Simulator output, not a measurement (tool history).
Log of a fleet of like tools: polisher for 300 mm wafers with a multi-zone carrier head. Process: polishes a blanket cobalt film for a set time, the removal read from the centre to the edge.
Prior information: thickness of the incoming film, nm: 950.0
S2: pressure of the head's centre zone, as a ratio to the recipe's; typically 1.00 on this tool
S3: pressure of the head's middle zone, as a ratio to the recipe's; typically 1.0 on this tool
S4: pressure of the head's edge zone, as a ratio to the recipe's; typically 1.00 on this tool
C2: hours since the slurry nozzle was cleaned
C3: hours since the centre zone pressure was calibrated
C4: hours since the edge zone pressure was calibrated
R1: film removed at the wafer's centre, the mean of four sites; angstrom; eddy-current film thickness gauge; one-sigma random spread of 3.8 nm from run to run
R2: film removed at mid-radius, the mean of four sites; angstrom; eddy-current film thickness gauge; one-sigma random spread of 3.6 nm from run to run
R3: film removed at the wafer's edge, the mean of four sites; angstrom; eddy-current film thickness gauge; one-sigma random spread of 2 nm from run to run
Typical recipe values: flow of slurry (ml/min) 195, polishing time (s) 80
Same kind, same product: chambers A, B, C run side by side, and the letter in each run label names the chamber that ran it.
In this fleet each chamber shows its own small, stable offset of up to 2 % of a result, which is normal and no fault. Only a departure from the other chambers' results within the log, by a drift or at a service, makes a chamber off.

{"day": 0.262, "done": "chamber B: worn pad replaced by a new one"}
{"run": "1B", "day": 0.304, "flow of slurry (ml/min)": 195, "S2": 1.0, "S3": 1.0, "S4": 1.0, "polishing time (s)": 80, "wafers polished on this pad": 13, "C2": 308.3, "C3": 222.1, "C4": 768.9, "R1": 2789.3, "R2": 2794.4, "R3": 2698.3}
{"run": "2A", "day": 0.55, "flow of slurry (ml/min)": 195, "S2": 1.0, "S3": 1.0, "S4": 1.0, "polishing time (s)": 80, "wafers polished on this pad": 176, "C2": 439.7, "C3": 727.4, "C4": 323.5, "R1": 2735.1, "R2": 2706.5, "R3": 2697.4}
{"run": "3C", "day": 0.762, "flow of slurry (ml/min)": 195, "S2": 1.0, "S3": 1.0, "S4": 1.0, "polishing time (s)": 80, "wafers polished on this pad": 636, "C2": 126.0, "C3": 414.9, "C4": 220.8, "R1": 2765.6, "R2": 2739.1, "R3": 2750.3}
{"run": "4B", "day": 0.925, "flow of slurry (ml/min)": 195, "S2": 1.0, "S3": 1.0, "S4": 1.0, "polishing time (s)": 80, "wafers polished on this pad": 205, "C2": 323.2, "C3": 237.0, "C4": 783.8, "R1": 2751.6, "R2": 2764.7, "R3": 2720.5}
{"run": "5C", "day": 1.158, "flow of slurry (ml/min)": 195, "S2": 1.0, "S3": 1.0, "S4": 1.0, "polishing time (s)": 80, "wafers polished on this pad": 759, "C2": 135.5, "C3": 424.4, "C4": 230.3, "R1": 2784.8, "R2": 2766.7, "R3": 2786.0}
{"run": "6A", "day": 1.383, "flow of slurry (ml/min)": 195, "S2": 1.0, "S3": 1.0, "S4": 1.0, "polishing time (s)": 80, "wafers polished on this pad": 435, "C2": 459.7, "C3": 747.4, "C4": 343.5, "R1": 2780.8, "R2": 2728.6, "R3": 2688.6}
{"run": "7B", "day": 1.629, "flow of slurry (ml/min)": 195, "S2": 1.0, "S3": 1.0, "S4": 1.0, "polishing time (s)": 80, "wafers polished on this pad": 424, "C2": 340.1, "C3": 253.9, "C4": 800.7, "R1": 2785.2, "R2": 2689.4, "R3": 2742.1}
{"run": "8A", "day": 1.783, "flow of slurry (ml/min)": 195, "S2": 1.0, "S3": 1.0, "S4": 1.0, "polishing time (s)": 80, "wafers polished on this pad": 559, "C2": 469.3, "C3": 757.0, "C4": 353.1, "R1": 2741.7, "R2": 2593.4, "R3": 2660.4}
{"day": 2.021, "done": "chamber A: worn pad replaced by a new one"}
{"run": "9C", "day": 2.054, "flow of slurry (ml/min)": 195, "S2": 1.1, "S3": 0.9, "S4": 1.0, "polishing time (s)": 80, "wafers polished on this pad": 1037, "C2": 157.0, "C3": 445.9, "C4": 251.8, "R1": 2962.9, "R2": 2448.2, "R3": 2726.2}
{"day": 2.1, "done": "chamber B: slurry nozzle cleaned"}
{"run": "10A", "day": 2.342, "flow of slurry (ml/min)": 195, "S2": 1.1, "S3": 0.9, "S4": 1.0, "polishing time (s)": 80, "wafers polished on this pad": 99, "C2": 482.7, "C3": 770.4, "C4": 366.5, "R1": 3121.1, "R2": 2392.1, "R3": 2706.0}
{"run": "11C", "day": 2.679, "flow of slurry (ml/min)": 195, "S2": 1.1, "S3": 0.9, "S4": 1.0, "polishing time (s)": 80, "wafers polished on this pad": 1231, "C2": 172.0, "C3": 460.9, "C4": 266.8, "R1": 2993.8, "R2": 2435.2, "R3": 2684.4}
{"run": "12B", "day": 2.958, "flow of slurry (ml/min)": 195, "S2": 1.0, "S3": 1.0, "S4": 1.0, "polishing time (s)": 80, "wafers polished on this pad": 837, "C2": 20.7, "C3": 285.8, "C4": 832.6, "R1": 2739.0, "R2": 2687.6, "R3": 2734.2}
{"run": "13B", "day": 3.167, "flow of slurry (ml/min)": 195, "S2": 1.0, "S3": 1.0, "S4": 1.0, "polishing time (s)": 80, "wafers polished on this pad": 901, "C2": 25.7, "C3": 290.8, "C4": 837.6, "R1": 2755.2, "R2": 2741.7, "R3": 2737.2}
{"run": "14A", "day": 3.496, "flow of slurry (ml/min)": 195, "S2": 1.0, "S3": 1.0, "S4": 1.0, "polishing time (s)": 80, "wafers polished on this pad": 458, "C2": 510.4, "C3": 798.1, "C4": 394.2, "R1": 2765.5, "R2": 2646.5, "R3": 2724.2}
{"day": 3.504, "done": "chamber C: edge zone pressure recalibrated"}
{"run": "15C", "day": 3.746, "flow of slurry (ml/min)": 195, "S2": 0.95, "S3": 1.0, "S4": 1.0, "polishing time (s)": 65, "wafers polished on this pad": 1562, "C2": 197.6, "C3": 486.5, "C4": 5.9, "R1": 1990.6, "R2": 2077.5, "R3": 2068.6}
{"run": "16B", "day": 3.904, "flow of slurry (ml/min)": 195, "S2": 0.95, "S3": 1.0, "S4": 1.0, "polishing time (s)": 65, "wafers polished on this pad": 1131, "C2": 43.4, "C3": 308.5, "C4": 855.3, "R1": 2125.4, "R2": 2271.8, "R3": 2221.0}
{"run": "17A", "day": 4.112, "flow of slurry (ml/min)": 195, "S2": 0.95, "S3": 1.0, "S4": 1.0, "polishing time (s)": 65, "wafers polished on this pad": 649, "C2": 525.2, "C3": 812.9, "C4": 409.0, "R1": 2048.9, "R2": 2178.5, "R3": 2155.4}
{"run": "18C", "day": 4.296, "flow of slurry (ml/min)": 195, "S2": 1.0, "S3": 1.0, "S4": 1.0, "polishing time (s)": 80, "wafers polished on this pad": 1733, "C2": 210.8, "C3": 499.7, "C4": 19.1, "R1": 2497.9, "R2": 2504.4, "R3": 2518.0}
{"run": "19C", "day": 4.45, "flow of slurry (ml/min)": 195, "S2": 1.0, "S3": 1.0, "S4": 0.92, "polishing time (s)": 69, "wafers polished on this pad": 1781, "C2": 214.5, "C3": 503.4, "C4": 22.8, "R1": 2117.4, "R2": 2152.5, "R3": 2052.1}
{"day": 4.571, "done": "chamber A: worn pad replaced by a new one"}
{"run": "20A", "day": 4.762, "flow of slurry (ml/min)": 195, "S2": 1.0, "S3": 1.0, "S4": 0.92, "polishing time (s)": 69, "wafers polished on this pad": 60, "C2": 540.8, "C3": 828.5, "C4": 424.6, "R1": 2342.7, "R2": 2275.9, "R3": 2249.2}

One chamber off, gauge drift, or nothing amiss beyond the chambers' own small offsets? If it is a chamber, which one, and what is the likeliest cause?

It is chamber C that slowly wanders off from its peers.
Likeliest cause: removal rate lost through wear of the pad, % = 10.5.
The log may not separate it from: slurry flow missing at the pad, %.

Below are 4 candidate recipes for chamber C's next run, each the usual settings with a change, their results shown as question marks. Which of them brings C's results back in line with what the other chambers give on the usual settings?
Maximum distance from the other chambers' mean on the usual settings for a result to count as in line: R1 130.0 angstrom; R2 130.0 angstrom; R3 70.0 angstrom
{"run": "21C-1", "day": 5.012, "flow of slurry (ml/min)": 200, "S2": 1.02, "S3": 1.0, "S4": 1.0, "polishing time (s)": 96, "R1": "?", "R2": "?", "R3": "?"}
{"run": "21C-2", "day": 5.012, "flow of slurry (ml/min)": 190, "S2": 0.98, "S3": 1.0, "S4": 1.0, "polishing time (s)": 67, "R1": "?", "R2": "?", "R3": "?"}
{"run": "21C-3", "day": 5.012, "flow of slurry (ml/min)": 190, "S2": 0.99, "S3": 1.0, "S4": 1.0, "polishing time (s)": 73, "R1": "?", "R2": "?", "R3": "?"}
{"run": "21C-4", "day": 5.012, "flow of slurry (ml/min)": 200, "S2": 1.01, "S3": 1.0, "S4": 1.0, "polishing time (s)": 87, "R1": "?", "R2": "?", "R3": "?"}

Other chambers, usual settings, mean: R1 2730.1 angstrom; R2 2697.5 angstrom; R3 2707.8 angstrom
run=21C-1 R1=3043.5 R2=2965.5 R3=2977.2
run=21C-2 R1=2014.8 R2=2054.5 R3=2066.2
run=21C-3 R1=2220.1 R2=2238.3 R3=2251.2
run=21C-4 R1=2728.3 R2=2687.6 R3=2698.1
The answer is 21C-4, which returns the chamber to within the allowed miss of the others.
